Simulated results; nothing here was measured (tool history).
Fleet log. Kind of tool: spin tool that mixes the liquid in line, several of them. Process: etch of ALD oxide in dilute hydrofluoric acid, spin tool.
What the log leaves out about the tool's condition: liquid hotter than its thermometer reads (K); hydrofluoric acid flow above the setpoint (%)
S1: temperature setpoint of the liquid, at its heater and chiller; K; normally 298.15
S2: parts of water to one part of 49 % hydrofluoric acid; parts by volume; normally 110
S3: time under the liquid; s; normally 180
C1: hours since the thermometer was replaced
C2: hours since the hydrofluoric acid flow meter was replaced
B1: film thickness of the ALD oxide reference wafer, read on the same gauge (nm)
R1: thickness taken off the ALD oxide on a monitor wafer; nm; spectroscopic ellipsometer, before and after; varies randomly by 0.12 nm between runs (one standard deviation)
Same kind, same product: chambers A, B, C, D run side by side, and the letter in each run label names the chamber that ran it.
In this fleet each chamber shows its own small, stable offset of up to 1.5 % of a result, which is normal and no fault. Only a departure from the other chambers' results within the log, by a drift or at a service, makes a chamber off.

Run 1D, hour 14.4: usual settings; C1 27.2; C2 134.7; B1 70.025. Result: R1 21.840 nm.
Run 2A, hour 25.7: usual settings; C1 1612.3; C2 157.6; B1 69.998. Result: R1 21.830 nm.
Run 3B, hour 32.4: usual settings; C1 805.4; C2 648.3; B1 69.996. Result: R1 21.615 nm.
Run 4C, hour 42.4: usual settings; C1 177.9; C2 915.0; B1 70.022. Result: R1 21.606 nm.
Run 5D, hour 55.9: usual settings; C1 68.7; C2 176.2; B1 70.022. Result: R1 21.765 nm.
Run 6C, hour 65.9: usual settings; C1 201.4; C2 938.5; B1 70.013. Result: R1 21.541 nm.
Run 7A, hour 73.9: usual settings; C1 1660.5; C2 205.8; B1 69.981. Result: R1 21.720 nm.
Run 8B, hour 88.9: usual settings; C1 861.9; C2 704.8; B1 70.026. Result: R1 21.618 nm.
Run 9A, hour 99.2: usual settings; C1 1685.8; C2 231.1; B1 69.968. Result: R1 21.903 nm.
Run 10D, hour 106.7: usual settings but S1 295.15 K; C1 119.5; C2 227.0; B1 70.005. Result: R1 19.187 nm.
Run 11B, hour 115.0: usual settings but S1 295.15 K; C1 888.0; C2 730.9; B1 69.978. Result: R1 19.188 nm.
Run 12C, hour 125.9: usual settings but S1 295.15 K; C1 261.4; C2 998.5; B1 69.975. Result: R1 19.115 nm.
Run 13B, hour 137.7: usual settings but S1 295.15 K; C1 910.7; C2 753.6; B1 69.975. Result: R1 19.073 nm.
Run 14A, hour 150.1: usual settings; C1 1736.7; C2 282.0; B1 70.001. Result: R1 21.706 nm.
Run 15D, hour 162.8: usual settings; C1 175.6; C2 283.1; B1 70.028. Result: R1 21.473 nm.
Run 16C, hour 169.9: usual settings; C1 305.4; C2 1042.5; B1 70.024. Result: R1 21.813 nm.
Run 17D, hour 177.7: usual settings; C1 190.5; C2 298.0; B1 70.011. Result: R1 21.489 nm.
Run 18A, hour 191.1: usual settings; C1 1777.7; C2 323.0; B1 70.020. Result: R1 21.878 nm.
Run 19C, hour 201.9: usual settings; C1 337.4; C2 1074.5; B1 69.989. Result: R1 21.312 nm.
Run 20B, hour 210.4: usual settings; C1 983.4; C2 826.3; B1 70.025. Result: R1 21.698 nm.
Run 21A, hour 223.0: usual settings; C1 1809.6; C2 354.9; B1 69.985. Result: R1 21.671 nm.
Run 22C, hour 235.7: usual settings; C1 371.2; C2 1108.3; B1 70.049. Result: R1 21.204 nm.
Run 23B, hour 248.0: usual settings; C1 1021.0; C2 863.9; B1 69.993. Result: R1 21.802 nm.
Run 24D, hour 260.0: usual settings; C1 272.8; C2 380.3; B1 70.008. Result: R1 21.787 nm.
Run 25A, hour 270.2: usual settings; C1 1856.8; C2 402.1; B1 70.016. Result: R1 21.890 nm.
Run 26B, hour 277.9: usual settings but S1 294.65 K, S2 160 parts by volume; C1 1050.9; C2 893.8; B1 69.998. Result: R1 12.187 nm.
Run 27D, hour 288.8: usual settings but S1 294.65 K, S2 160 parts by volume; C1 301.6; C2 409.1; B1 69.986. Result: R1 12.262 nm.
Run 28C, hour 301.7: usual settings but S1 294.65 K, S2 160 parts by volume; C1 437.2; C2 1174.3; B1 70.029. Result: R1 11.994 nm.
At hour 305.6: chamber B: hydrofluoric acid flow meter replaced.
Run 29D, hour 314.9: usual settings but S1 294.65 K, S2 160 parts by volume; C1 327.7; C2 435.2; B1 70.006. Result: R1 12.160 nm.
Run 30B, hour 327.0: usual settings; C1 1100.0; C2 21.5; B1 70.002. Result: R1 21.840 nm.
Run 31A, hour 341.1: usual settings; C1 1927.7; C2 473.0; B1 70.033. Result: R1 21.786 nm.
Run 32C, hour 354.7: usual settings; C1 490.2; C2 1227.3; B1 70.011. Result: R1 21.603 nm.
Run 33A, hour 365.5: usual settings; C1 1952.1; C2 497.4; B1 70.008. Result: R1 21.798 nm.

Next, every chamber runs the same settings. What will each give?
Run 34A, hour 376.4: usual settings but S2 130 parts by volume. Result: R1 ?.
Run 34B, hour 376.4: usual settings but S2 130 parts by volume. Result: R1 ?.
Run 34C, hour 376.4: usual settings but S2 130 parts by volume. Result: R1 ?.
Run 34D, hour 376.4: usual settings but S2 130 parts by volume. Result: R1 ?.

run      R1
34A  18.012
34B  17.830
34C  17.812
34D  17.960
